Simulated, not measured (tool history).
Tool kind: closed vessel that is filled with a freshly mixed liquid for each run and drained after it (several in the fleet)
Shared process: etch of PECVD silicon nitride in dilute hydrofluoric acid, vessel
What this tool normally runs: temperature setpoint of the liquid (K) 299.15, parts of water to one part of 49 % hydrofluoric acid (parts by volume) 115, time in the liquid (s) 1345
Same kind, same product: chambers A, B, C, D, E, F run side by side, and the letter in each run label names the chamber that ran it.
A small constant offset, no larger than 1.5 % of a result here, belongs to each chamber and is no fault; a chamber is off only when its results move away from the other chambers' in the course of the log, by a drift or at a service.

run	hour	temperature setpoint of the liquid (K)	parts of water to one part of 49 % hydrofluoric acid (parts by volume)	time in the liquid (s)	hours since the thermometer was replaced	hours since the hydrofluoric acid flow meter was replaced	read-back film thickness of the PECVD silicon nitride reference wafer, read on the same gauge (nm)	thickness taken off the PECVD silicon nitride on a monitor wafer (Å)
1D	13.5	299.15	115	1345	1390.7	692.2	89.992	491.36
2E	25.9	299.15	115	1345	224.3	943.7	89.992	486.89
3A	35.4	299.15	115	1345	1918.1	265.8	89.996	486.85
4C	47.9	299.15	115	1345	1136.5	163.5	89.921	487.46
5F	59.6	299.15	115	1345	308.2	468.5	89.988	483.41
6B	67.6	299.15	115	1345	70.7	651.1	90.024	486.72
7A	79.7	299.15	115	1345	1962.4	310.1	89.984	485.59
8F	91.1	299.15	115	1345	339.7	500.0	89.991	486.68
9B	100.0	299.15	115	1345	103.1	683.5	89.972	488.46
10D	106.3	299.15	115	1345	1483.5	785.0	89.982	494.17
11C	120.0	299.15	115	1345	1208.6	235.6	89.994	488.45
12E	133.8	299.15	115	1345	332.2	1051.6	89.984	483.42
13E	145.3	299.15	115	1345	343.7	1063.1	89.967	488.06
14B	156.9	299.15	115	1345	160.0	740.4	90.040	488.26
15C	170.3	299.15	115	1345	1258.9	285.9	90.011	484.11
16A	180.1	299.15	115	1345	2062.8	410.5	90.005	491.51
17D	193.1	299.15	115	1345	1570.3	871.8	89.996	489.10
18F	201.1	299.15	115	1345	449.7	610.0	90.012	481.18
19B	215.2	299.15	115	1345	218.3	798.7	90.004	490.82
20F	226.6	299.15	115	1345	475.2	635.5	90.004	480.20
21A	238.0	299.15	115	1345	2120.7	468.4	89.970	488.64
22C	250.9	299.15	115	1345	1339.5	366.5	90.014	488.68
23D	263.8	299.15	115	1345	1641.0	942.5	89.931	489.37
24E	277.1	299.15	115	1345	475.5	1194.9	89.953	485.27
# hour 283.6: chamber A: thermometer replaced
25B	287.3	301.65	115	1345	290.4	870.8	90.038	571.25
26D	301.2	301.65	115	1345	1678.4	979.9	89.983	566.36
# hour 302.9: chamber A: hydrofluoric acid flow meter replaced
27F	310.3	301.65	115	1345	558.9	719.2	90.013	565.69
28C	319.1	301.65	115	1345	1407.7	434.7	90.044	578.38
29A	332.0	301.65	115	1345	48.4	29.2	90.060	574.72
30E	342.1	301.65	115	1345	540.5	1259.9	90.018	571.16
31C	355.4	299.15	115	1345	1444.0	471.0	90.014	495.61
32E	362.1	299.15	115	1345	560.5	1279.9	89.992	484.51
33F	368.1	299.15	115	1345	616.7	777.0	89.969	479.47
34D	376.0	299.15	115	1345	1753.2	1054.7	90.030	489.13
35A	384.3	299.15	115	1345	100.7	81.5	90.005	488.87
36B	396.2	299.15	115	2100	399.3	979.7	90.004	762.99
37E	408.5	299.15	115	2100	606.9	1326.3	90.056	754.01
38A	419.6	299.15	115	2100	136.0	116.8	89.979	768.12
39F	427.6	299.15	115	2100	676.2	836.5	89.991	759.78

One chamber off, gauge drift, or nothing amiss beyond the chambers' own small offsets? If it is a chamber, which one, and what is the likeliest cause?

It is chamber C that slowly wanders off from its peers.
Cause: hydrofluoric acid flow above the setpoint (%) = 2.99.
Not necessarily distinguishable in this log from: liquid hotter than its thermometer reads (K).

Which of the 4 candidates below, each the usual settings with something changed and its results left as question marks, puts chamber C back in line with what the other chambers give on the usual settings?
In-line tolerance around the mean of the other chambers on the usual settings: thickness taken off the PECVD silicon nitride on a monitor wafer (Å) 9.20
40C-1	437.7	299.15	115	1320				?
40C-2	437.7	300.15	115	1345				?
40C-3	437.7	299.15	115	1370				?
40C-4	437.7	299.15	115	1270				?

Average result of the remaining chambers running the usual settings: thickness taken off the PECVD silicon nitride on a monitor wafer (Å) 486.99
run	thickness taken off the PECVD silicon nitride on a monitor wafer (Å)
40C-1	489.63
40C-2	532.35
40C-3	508.18
40C-4	471.09
With 40C-1, the chamber falls back in line with the rest.
